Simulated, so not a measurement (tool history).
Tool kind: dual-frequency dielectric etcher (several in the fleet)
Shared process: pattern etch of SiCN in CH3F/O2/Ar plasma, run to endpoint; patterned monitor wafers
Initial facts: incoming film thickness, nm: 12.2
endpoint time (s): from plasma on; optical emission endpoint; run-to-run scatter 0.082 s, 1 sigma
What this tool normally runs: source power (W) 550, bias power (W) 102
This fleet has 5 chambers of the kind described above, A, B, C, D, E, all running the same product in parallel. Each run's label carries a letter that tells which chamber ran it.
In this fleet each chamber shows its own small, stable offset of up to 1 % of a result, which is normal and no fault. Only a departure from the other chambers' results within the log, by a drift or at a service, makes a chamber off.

run	day	source power (W)	bias power (W)	endpoint time (s)
1A	0.346	550	102	25.446
# day 0.792: chamber D: bias power generator calibrated
2E	0.888	550	102	25.439
# day 1.138: chamber B: wet clean of the chamber
3C	1.429	550	102	25.491
4D	1.854	550	102	25.543
5B	2.438	690	121	22.013
6D	2.971	690	121	22.116
7E	3.346	690	121	21.921
8C	3.667	690	121	21.976
9B	4.229	690	121	21.942
10A	4.571	550	102	25.333
11D	4.888	550	102	25.522
# day 5.125: chamber C: wet clean of the chamber
12B	5.462	550	102	25.423
13E	5.758	550	102	25.544
14C	6.071	550	102	26.256
# day 6.158: chamber A: wet clean of the chamber
15A	6.538	550	112	24.573
16B	6.862	550	112	24.497
17E	7.221	550	112	24.568
18A	7.496	550	112	24.515
19C	7.825	550	112	25.373
20D	8.1	550	102	25.632
21A	8.596	470	87	28.537
22C	8.933	470	87	29.494
23D	9.392	470	87	28.654
24E	9.804	470	87	28.57
25B	10.275	470	87	28.464
# day 10.475: chamber E: wet clean of the chamber
26E	10.538	550	102	25.456
# day 10.7: chamber D: wet clean of the chamber
27B	10.804	550	102	25.419
28C	11.179	550	102	26.257
29D	11.654	550	102	25.679
30A	11.929	550	102	25.366
31E	12.212	550	102	25.478
# day 12.221: chamber B: bias power generator calibrated
32B	12.6	550	102	25.311
33C	13.154	550	102	26.205
34D	13.6	620	102	24.38

Is one chamber out of step, is the gauge drifting, or do the chambers differ by no more than their own small offsets? For an off chamber, give its letter and the likeliest cause.

After it was serviced, chamber C no longer matches the other chambers.
What lies behind it: etch rate under this chamber's usual, % = 2.53.

Which of the 4 candidates below, each the usual settings with something changed and its results left as question marks, puts chamber C back in line with what the other chambers give on the usual settings?
Counts as in line when no further than this from what the other chambers average on the usual settings: endpoint time (s) 0.29
35C-1	14.038	550	115	?
35C-2	14.038	480	102	?
35C-3	14.038	510	102	?
35C-4	14.038	570	106	?

The other chambers' mean on the usual settings: endpoint time (s) 25.463
run	endpoint time (s)
35C-1	24.957
35C-2	27.455
35C-3	26.842
35C-4	25.39
The answer is 35C-4, which returns the chamber to within the allowed miss of the others.
